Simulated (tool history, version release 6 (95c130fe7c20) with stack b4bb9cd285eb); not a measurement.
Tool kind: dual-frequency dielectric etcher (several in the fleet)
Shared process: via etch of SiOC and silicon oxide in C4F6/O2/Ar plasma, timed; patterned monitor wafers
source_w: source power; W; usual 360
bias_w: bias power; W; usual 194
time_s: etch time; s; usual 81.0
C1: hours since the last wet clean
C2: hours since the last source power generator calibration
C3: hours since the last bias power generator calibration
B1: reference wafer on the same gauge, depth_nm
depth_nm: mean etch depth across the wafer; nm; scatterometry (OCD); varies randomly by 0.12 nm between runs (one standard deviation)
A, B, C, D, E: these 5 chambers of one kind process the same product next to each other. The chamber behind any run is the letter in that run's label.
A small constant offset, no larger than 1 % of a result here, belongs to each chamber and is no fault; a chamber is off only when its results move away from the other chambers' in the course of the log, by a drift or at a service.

Run 1C, hour 12.4: usual settings; C1 203.8; C2 726.3; C3 2951.0; B1 73.193. Result: depth_nm 89.910 nm.
Run 2B, hour 26.6: usual settings; C1 71.5; C2 1087.3; C3 813.3; B1 73.225. Result: depth_nm 89.314 nm.
Run 3E, hour 36.0: usual settings; C1 433.3; C2 104.0; C3 1533.0; B1 73.257. Result: depth_nm 90.010 nm.
At hour 46.1: chamber E: wet clean of the chamber.
Run 4D, hour 48.9: usual settings; C1 243.8; C2 3337.9; C3 1683.3; B1 73.239. Result: depth_nm 90.333 nm.
Run 5A, hour 62.8: usual settings but time_s 93.5 s; C1 327.2; C2 1538.0; C3 2638.8; B1 73.286. Result: depth_nm 105.070 nm.
Run 6C, hour 76.2: usual settings but time_s 93.5 s; C1 267.6; C2 790.1; C3 3014.8; B1 73.269. Result: depth_nm 103.590 nm.
Run 7E, hour 86.2: usual settings but time_s 93.5 s; C1 40.1; C2 154.2; C3 1583.2; B1 73.285. Result: depth_nm 104.070 nm.
Run 8A, hour 96.7: usual settings but time_s 93.5 s; C1 361.1; C2 1571.9; C3 2672.7; B1 73.300. Result: depth_nm 104.850 nm.
At hour 99.7: chamber D: source power generator calibrated.
Run 9D, hour 106.1: usual settings but time_s 93.5 s; C1 301.0; C2 6.5; C3 1740.5; B1 73.307. Result: depth_nm 104.380 nm.
Run 10B, hour 119.6: usual settings but bias_w 179 W, time_s 73.5 s; C1 164.5; C2 1180.3; C3 906.3; B1 73.303. Result: depth_nm 79.085 nm.
Run 11B, hour 131.9: usual settings but bias_w 179 W, time_s 73.5 s; C1 176.8; C2 1192.6; C3 918.6; B1 73.323. Result: depth_nm 79.001 nm.
Run 12A, hour 147.5: usual settings but bias_w 179 W, time_s 73.5 s; C1 411.9; C2 1622.7; C3 2723.5; B1 73.348. Result: depth_nm 80.421 nm.
Run 13C, hour 159.5: usual settings but bias_w 179 W, time_s 73.5 s; C1 350.9; C2 873.4; C3 3098.1; B1 73.373. Result: depth_nm 79.636 nm.
Run 14D, hour 175.0: usual settings but bias_w 179 W, time_s 73.5 s; C1 369.9; C2 75.4; C3 1809.4; B1 73.385. Result: depth_nm 79.955 nm.
Run 15E, hour 186.7: usual settings but time_s 59.0 s; C1 140.6; C2 254.7; C3 1683.7; B1 73.408. Result: depth_nm 65.607 nm.
Run 16E, hour 193.8: usual settings but time_s 59.0 s; C1 147.7; C2 261.8; C3 1690.8; B1 73.408. Result: depth_nm 65.905 nm.
Run 17A, hour 208.3: usual settings but time_s 59.0 s; C1 472.7; C2 1683.5; C3 2784.3; B1 73.437. Result: depth_nm 66.254 nm.
At hour 213.6: chamber A: wet clean of the chamber.
Run 18D, hour 217.0: usual settings but time_s 59.0 s; C1 411.9; C2 117.4; C3 1851.4; B1 73.432. Result: depth_nm 65.900 nm.
Run 19B, hour 230.0: usual settings but time_s 59.0 s; C1 274.9; C2 1290.7; C3 1016.7; B1 73.447. Result: depth_nm 65.326 nm.
Run 20C, hour 238.5: usual settings but time_s 91.5 s; C1 429.9; C2 952.4; C3 3177.1; B1 73.485. Result: depth_nm 101.800 nm.
Run 21A, hour 252.3: usual settings but time_s 91.5 s; C1 38.8; C2 1727.5; C3 2828.3; B1 73.489. Result: depth_nm 103.020 nm.
Run 22C, hour 264.4: usual settings but time_s 91.5 s; C1 455.8; C2 978.3; C3 3203.0; B1 73.469. Result: depth_nm 101.610 nm.
Run 23B, hour 275.7: usual settings but time_s 91.5 s; C1 320.6; C2 1336.4; C3 1062.4; B1 73.499. Result: depth_nm 101.560 nm.
Run 24D, hour 290.7: usual settings but time_s 91.5 s; C1 485.6; C2 191.1; C3 1925.1; B1 73.526. Result: depth_nm 102.200 nm.
Run 25E, hour 298.3: usual settings; C1 252.2; C2 366.3; C3 1795.3; B1 73.528. Result: depth_nm 90.385 nm.
Run 26D, hour 313.9: usual settings; C1 508.8; C2 214.3; C3 1948.3; B1 73.534. Result: depth_nm 90.699 nm.
Run 27B, hour 323.8: usual settings; C1 368.7; C2 1384.5; C3 1110.5; B1 73.570. Result: depth_nm 89.869 nm.
At hour 324.8: chamber C: wet clean of the chamber.
Run 28A, hour 338.5: usual settings; C1 125.0; C2 1813.7; C3 2914.5; B1 73.557. Result: depth_nm 91.394 nm.
Run 29C, hour 351.1: usual settings; C1 26.3; C2 1065.0; C3 3289.7; B1 73.567. Result: depth_nm 90.238 nm.
Run 30E, hour 363.1: usual settings; C1 317.0; C2 431.1; C3 1860.1; B1 73.577. Result: depth_nm 90.358 nm.

Read the log: is a single chamber off, either drifting away or since a service, is the gauge that measures every chamber drifting, or is nothing wrong beyond small per-chamber offsets? Name any odd chamber and what most likely caused it.

Gauge drift. The chambers move together only on paper, and none stands off.
Cause: gauge reads high (%) = 0.546.
